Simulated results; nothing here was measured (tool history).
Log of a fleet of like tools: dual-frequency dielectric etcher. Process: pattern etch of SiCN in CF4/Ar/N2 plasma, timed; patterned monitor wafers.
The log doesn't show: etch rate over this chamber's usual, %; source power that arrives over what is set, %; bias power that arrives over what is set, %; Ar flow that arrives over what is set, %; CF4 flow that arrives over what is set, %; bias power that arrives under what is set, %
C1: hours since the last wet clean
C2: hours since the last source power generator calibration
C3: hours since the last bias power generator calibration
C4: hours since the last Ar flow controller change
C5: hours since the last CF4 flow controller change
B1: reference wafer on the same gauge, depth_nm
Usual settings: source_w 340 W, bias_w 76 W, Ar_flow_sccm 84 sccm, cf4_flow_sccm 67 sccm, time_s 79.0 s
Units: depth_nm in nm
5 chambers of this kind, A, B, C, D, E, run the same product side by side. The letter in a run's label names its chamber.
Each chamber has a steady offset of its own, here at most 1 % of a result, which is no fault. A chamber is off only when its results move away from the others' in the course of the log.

{"run": "1E", "hour": 6.8, "source_w": 340, "bias_w": 76, "Ar_flow_sccm": 84, "cf4_flow_sccm": 67, "time_s": 79.0, "C1": 109.7, "C2": 939.0, "C3": 1567.7, "C4": 3825.4, "C5": 3716.8, "B1": 44.689, "depth_nm": 54.8}
{"run": "2C", "hour": 17.0, "source_w": 340, "bias_w": 76, "Ar_flow_sccm": 84, "cf4_flow_sccm": 67, "time_s": 79.0, "C1": 142.8, "C2": 1309.0, "C3": 2172.3, "C4": 2382.8, "C5": 2111.0, "B1": 44.708, "depth_nm": 55.119}
{"run": "3D", "hour": 26.1, "source_w": 340, "bias_w": 76, "Ar_flow_sccm": 84, "cf4_flow_sccm": 67, "time_s": 79.0, "C1": 41.8, "C2": 2423.7, "C3": 749.9, "C4": 3158.9, "C5": 845.6, "B1": 44.695, "depth_nm": 55.482}
{"run": "4A", "hour": 34.1, "source_w": 340, "bias_w": 76, "Ar_flow_sccm": 84, "cf4_flow_sccm": 67, "time_s": 79.0, "C1": 388.6, "C2": 1548.4, "C3": 2088.1, "C4": 1334.1, "C5": 3540.6, "B1": 44.703, "depth_nm": 55.694}
{"run": "5B", "hour": 42.3, "source_w": 340, "bias_w": 76, "Ar_flow_sccm": 84, "cf4_flow_sccm": 67, "time_s": 79.0, "C1": 468.0, "C2": 4778.0, "C3": 1092.7, "C4": 504.1, "C5": 1651.8, "B1": 44.722, "depth_nm": 55.28}
{"hour": 52.4, "done": "chamber B: wet clean of the chamber"}
{"run": "6A", "hour": 53.6, "source_w": 340, "bias_w": 76, "Ar_flow_sccm": 84, "cf4_flow_sccm": 61, "time_s": 58.0, "C1": 408.1, "C2": 1567.9, "C3": 2107.6, "C4": 1353.6, "C5": 3560.1, "B1": 44.704, "depth_nm": 40.284}
{"run": "7B", "hour": 63.0, "source_w": 340, "bias_w": 76, "Ar_flow_sccm": 84, "cf4_flow_sccm": 61, "time_s": 58.0, "C1": 10.7, "C2": 4798.7, "C3": 1113.4, "C4": 524.8, "C5": 1672.5, "B1": 44.712, "depth_nm": 40.068}
{"run": "8E", "hour": 69.4, "source_w": 340, "bias_w": 76, "Ar_flow_sccm": 84, "cf4_flow_sccm": 61, "time_s": 58.0, "C1": 172.3, "C2": 1001.6, "C3": 1630.3, "C4": 3888.0, "C5": 3779.4, "B1": 44.703, "depth_nm": 39.507}
{"run": "9D", "hour": 75.9, "source_w": 340, "bias_w": 76, "Ar_flow_sccm": 84, "cf4_flow_sccm": 61, "time_s": 58.0, "C1": 91.6, "C2": 2473.5, "C3": 799.7, "C4": 3208.7, "C5": 895.4, "B1": 44.708, "depth_nm": 39.998}
{"run": "10C", "hour": 88.3, "source_w": 340, "bias_w": 76, "Ar_flow_sccm": 84, "cf4_flow_sccm": 61, "time_s": 58.0, "C1": 214.1, "C2": 1380.3, "C3": 2243.6, "C4": 2454.1, "C5": 2182.3, "B1": 44.719, "depth_nm": 40.171}
{"hour": 99.9, "done": "chamber C: bias power generator calibrated"}
{"run": "11B", "hour": 101.2, "source_w": 340, "bias_w": 76, "Ar_flow_sccm": 84, "cf4_flow_sccm": 67, "time_s": 79.0, "C1": 48.9, "C2": 4836.9, "C3": 1151.6, "C4": 563.0, "C5": 1710.7, "B1": 44.696, "depth_nm": 55.298}
{"run": "12D", "hour": 111.4, "source_w": 340, "bias_w": 76, "Ar_flow_sccm": 84, "cf4_flow_sccm": 67, "time_s": 79.0, "C1": 127.1, "C2": 2509.0, "C3": 835.2, "C4": 3244.2, "C5": 930.9, "B1": 44.724, "depth_nm": 55.38}
{"run": "13C", "hour": 120.7, "source_w": 340, "bias_w": 76, "Ar_flow_sccm": 84, "cf4_flow_sccm": 67, "time_s": 79.0, "C1": 246.5, "C2": 1412.7, "C3": 20.9, "C4": 2486.5, "C5": 2214.7, "B1": 44.687, "depth_nm": 55.285}
{"run": "14E", "hour": 131.6, "source_w": 340, "bias_w": 76, "Ar_flow_sccm": 84, "cf4_flow_sccm": 67, "time_s": 79.0, "C1": 234.5, "C2": 1063.8, "C3": 1692.5, "C4": 3950.2, "C5": 3841.6, "B1": 44.697, "depth_nm": 54.757}
{"run": "15A", "hour": 145.8, "source_w": 340, "bias_w": 76, "Ar_flow_sccm": 84, "cf4_flow_sccm": 67, "time_s": 79.0, "C1": 500.3, "C2": 1660.1, "C3": 2199.8, "C4": 1445.8, "C5": 3652.3, "B1": 44.678, "depth_nm": 55.619}
{"hour": 149.2, "done": "chamber A: CF4 flow controller replaced"}
{"run": "16C", "hour": 153.0, "source_w": 340, "bias_w": 76, "Ar_flow_sccm": 84, "cf4_flow_sccm": 67, "time_s": 79.0, "C1": 278.8, "C2": 1445.0, "C3": 53.2, "C4": 2518.8, "C5": 2247.0, "B1": 44.689, "depth_nm": 55.176}
{"hour": 156.4, "done": "chamber E: Ar flow controller replaced"}
{"run": "17A", "hour": 160.7, "source_w": 340, "bias_w": 76, "Ar_flow_sccm": 84, "cf4_flow_sccm": 67, "time_s": 79.0, "C1": 515.2, "C2": 1675.0, "C3": 2214.7, "C4": 1460.7, "C5": 11.6, "B1": 44.705, "depth_nm": 55.76}
{"run": "18D", "hour": 173.6, "source_w": 340, "bias_w": 76, "Ar_flow_sccm": 84, "cf4_flow_sccm": 67, "time_s": 79.0, "C1": 189.3, "C2": 2571.2, "C3": 897.4, "C4": 3306.4, "C5": 993.1, "B1": 44.702, "depth_nm": 55.446}
{"run": "19B", "hour": 180.8, "source_w": 340, "bias_w": 76, "Ar_flow_sccm": 84, "cf4_flow_sccm": 67, "time_s": 79.0, "C1": 128.5, "C2": 4916.5, "C3": 1231.2, "C4": 642.6, "C5": 1790.3, "B1": 44.697, "depth_nm": 55.101}
{"run": "20E", "hour": 189.2, "source_w": 340, "bias_w": 76, "Ar_flow_sccm": 84, "cf4_flow_sccm": 67, "time_s": 79.0, "C1": 292.1, "C2": 1121.4, "C3": 1750.1, "C4": 32.8, "C5": 3899.2, "B1": 44.696, "depth_nm": 54.805}
{"run": "21C", "hour": 197.4, "source_w": 340, "bias_w": 76, "Ar_flow_sccm": 84, "cf4_flow_sccm": 67, "time_s": 79.0, "C1": 323.2, "C2": 1489.4, "C3": 97.6, "C4": 2563.2, "C5": 2291.4, "B1": 44.721, "depth_nm": 55.226}
{"hour": 208.1, "done": "chamber A: wet clean of the chamber"}
{"run": "22E", "hour": 210.6, "source_w": 340, "bias_w": 76, "Ar_flow_sccm": 84, "cf4_flow_sccm": 67, "time_s": 79.0, "C1": 313.5, "C2": 1142.8, "C3": 1771.5, "C4": 54.2, "C5": 3920.6, "B1": 44.697, "depth_nm": 54.952}
{"hour": 215.3, "done": "chamber B: source power generator calibrated"}
{"run": "23B", "hour": 222.3, "source_w": 340, "bias_w": 76, "Ar_flow_sccm": 84, "cf4_flow_sccm": 67, "time_s": 79.0, "C1": 170.0, "C2": 7.1, "C3": 1272.7, "C4": 684.1, "C5": 1831.8, "B1": 44.71, "depth_nm": 55.193}
{"run": "24A", "hour": 233.3, "source_w": 340, "bias_w": 76, "Ar_flow_sccm": 84, "cf4_flow_sccm": 67, "time_s": 79.0, "C1": 25.3, "C2": 1747.6, "C3": 2287.3, "C4": 1533.3, "C5": 84.2, "B1": 44.72, "depth_nm": 55.65}
{"hour": 239.3, "done": "chamber D: Ar flow controller replaced"}
{"run": "25D", "hour": 246.3, "source_w": 340, "bias_w": 76, "Ar_flow_sccm": 84, "cf4_flow_sccm": 53, "time_s": 79.0, "C1": 262.0, "C2": 2643.9, "C3": 970.1, "C4": 7.0, "C5": 1065.8, "B1": 44.719, "depth_nm": 53.908}
{"run": "26B", "hour": 253.8, "source_w": 340, "bias_w": 76, "Ar_flow_sccm": 84, "cf4_flow_sccm": 53, "time_s": 79.0, "C1": 201.5, "C2": 38.6, "C3": 1304.2, "C4": 715.6, "C5": 1863.3, "B1": 44.692, "depth_nm": 53.384}
{"run": "27C", "hour": 262.5, "source_w": 340, "bias_w": 76, "Ar_flow_sccm": 84, "cf4_flow_sccm": 53, "time_s": 79.0, "C1": 388.3, "C2": 1554.5, "C3": 162.7, "C4": 2628.3, "C5": 2356.5, "B1": 44.704, "depth_nm": 53.587}
{"run": "28E", "hour": 275.9, "source_w": 340, "bias_w": 76, "Ar_flow_sccm": 84, "cf4_flow_sccm": 53, "time_s": 79.0, "C1": 378.8, "C2": 1208.1, "C3": 1836.8, "C4": 119.5, "C5": 3985.9, "B1": 44.688, "depth_nm": 52.93}
{"run": "29D", "hour": 287.9, "source_w": 340, "bias_w": 76, "Ar_flow_sccm": 84, "cf4_flow_sccm": 53, "time_s": 79.0, "C1": 303.6, "C2": 2685.5, "C3": 1011.7, "C4": 48.6, "C5": 1107.4, "B1": 44.707, "depth_nm": 53.675}
{"run": "30A", "hour": 302.1, "source_w": 340, "bias_w": 76, "Ar_flow_sccm": 84, "cf4_flow_sccm": 67, "time_s": 79.0, "C1": 94.1, "C2": 1816.4, "C3": 2356.1, "C4": 1602.1, "C5": 153.0, "B1": 44.716, "depth_nm": 55.576}
{"run": "31A", "hour": 315.0, "source_w": 340, "bias_w": 76, "Ar_flow_sccm": 84, "cf4_flow_sccm": 67, "time_s": 79.0, "C1": 107.0, "C2": 1829.3, "C3": 2369.0, "C4": 1615.0, "C5": 165.9, "B1": 44.687, "depth_nm": 55.597}
{"run": "32C", "hour": 325.6, "source_w": 340, "bias_w": 76, "Ar_flow_sccm": 84, "cf4_flow_sccm": 67, "time_s": 79.0, "C1": 451.4, "C2": 1617.6, "C3": 225.8, "C4": 2691.4, "C5": 2419.6, "B1": 44.688, "depth_nm": 55.44}
{"run": "33B", "hour": 336.5, "source_w": 340, "bias_w": 76, "Ar_flow_sccm": 84, "cf4_flow_sccm": 67, "time_s": 79.0, "C1": 284.2, "C2": 121.3, "C3": 1386.9, "C4": 798.3, "C5": 1946.0, "B1": 44.685, "depth_nm": 55.106}
{"hour": 337.6, "done": "chamber B: CF4 flow controller replaced"}
{"run": "34D", "hour": 346.0, "source_w": 340, "bias_w": 76, "Ar_flow_sccm": 84, "cf4_flow_sccm": 67, "time_s": 79.0, "C1": 361.7, "C2": 2743.6, "C3": 1069.8, "C4": 106.7, "C5": 1165.5, "B1": 44.682, "depth_nm": 55.165}
{"run": "35E", "hour": 353.1, "source_w": 340, "bias_w": 76, "Ar_flow_sccm": 84, "cf4_flow_sccm": 67, "time_s": 79.0, "C1": 456.0, "C2": 1285.3, "C3": 1914.0, "C4": 196.7, "C5": 4063.1, "B1": 44.711, "depth_nm": 54.827}
{"run": "36B", "hour": 365.7, "source_w": 340, "bias_w": 76, "Ar_flow_sccm": 84, "cf4_flow_sccm": 52, "time_s": 79.0, "C1": 313.4, "C2": 150.5, "C3": 1416.1, "C4": 827.5, "C5": 28.2, "B1": 44.713, "depth_nm": 53.406}
{"hour": 370.9, "done": "chamber E: wet clean of the chamber"}
{"run": "37D", "hour": 377.1, "source_w": 340, "bias_w": 76, "Ar_flow_sccm": 84, "cf4_flow_sccm": 52, "time_s": 79.0, "C1": 392.8, "C2": 2774.7, "C3": 1100.9, "C4": 137.8, "C5": 1196.6, "B1": 44.683, "depth_nm": 53.56}
{"run": "38E", "hour": 385.0, "source_w": 340, "bias_w": 76, "Ar_flow_sccm": 84, "cf4_flow_sccm": 52, "time_s": 79.0, "C1": 14.2, "C2": 1317.2, "C3": 1945.9, "C4": 228.6, "C5": 4095.0, "B1": 44.684, "depth_nm": 52.796}
{"run": "39A", "hour": 398.4, "source_w": 340, "bias_w": 76, "Ar_flow_sccm": 84, "cf4_flow_sccm": 52, "time_s": 79.0, "C1": 190.4, "C2": 1912.7, "C3": 2452.4, "C4": 1698.4, "C5": 249.3, "B1": 44.717, "depth_nm": 53.4}
{"run": "40C", "hour": 407.9, "source_w": 340, "bias_w": 76, "Ar_flow_sccm": 84, "cf4_flow_sccm": 52, "time_s": 79.0, "C1": 533.7, "C2": 1699.9, "C3": 308.1, "C4": 2773.7, "C5": 2501.9, "B1": 44.726, "depth_nm": 53.365}
{"run": "41B", "hour": 420.9, "source_w": 340, "bias_w": 76, "Ar_flow_sccm": 84, "cf4_flow_sccm": 67, "time_s": 79.0, "C1": 368.6, "C2": 205.7, "C3": 1471.3, "C4": 882.7, "C5": 83.4, "B1": 44.704, "depth_nm": 55.062}
{"run": "42C", "hour": 431.3, "source_w": 340, "bias_w": 76, "Ar_flow_sccm": 67, "cf4_flow_sccm": 79, "time_s": 79.0, "C1": 557.1, "C2": 1723.3, "C3": 331.5, "C4": 2797.1, "C5": 2525.3, "B1": 44.686, "depth_nm": 58.332}

Next, every chamber runs the same settings. What will each give?
{"run": "43A", "hour": 441.4, "source_w": 340, "bias_w": 76, "Ar_flow_sccm": 84, "cf4_flow_sccm": 67, "time_s": 61.5, "depth_nm": "?"}
{"run": "43B", "hour": 441.4, "source_w": 340, "bias_w": 76, "Ar_flow_sccm": 84, "cf4_flow_sccm": 67, "time_s": 61.5, "depth_nm": "?"}
{"run": "43C", "hour": 441.4, "source_w": 340, "bias_w": 76, "Ar_flow_sccm": 84, "cf4_flow_sccm": 67, "time_s": 61.5, "depth_nm": "?"}
{"run": "43D", "hour": 441.4, "source_w": 340, "bias_w": 76, "Ar_flow_sccm": 84, "cf4_flow_sccm": 67, "time_s": 61.5, "depth_nm": "?"}
{"run": "43E", "hour": 441.4, "source_w": 340, "bias_w": 76, "Ar_flow_sccm": 84, "cf4_flow_sccm": 67, "time_s": 61.5, "depth_nm": "?"}

run=43A depth_nm=43.175
run=43B depth_nm=42.824
run=43C depth_nm=42.975
run=43D depth_nm=43.198
run=43E depth_nm=42.630

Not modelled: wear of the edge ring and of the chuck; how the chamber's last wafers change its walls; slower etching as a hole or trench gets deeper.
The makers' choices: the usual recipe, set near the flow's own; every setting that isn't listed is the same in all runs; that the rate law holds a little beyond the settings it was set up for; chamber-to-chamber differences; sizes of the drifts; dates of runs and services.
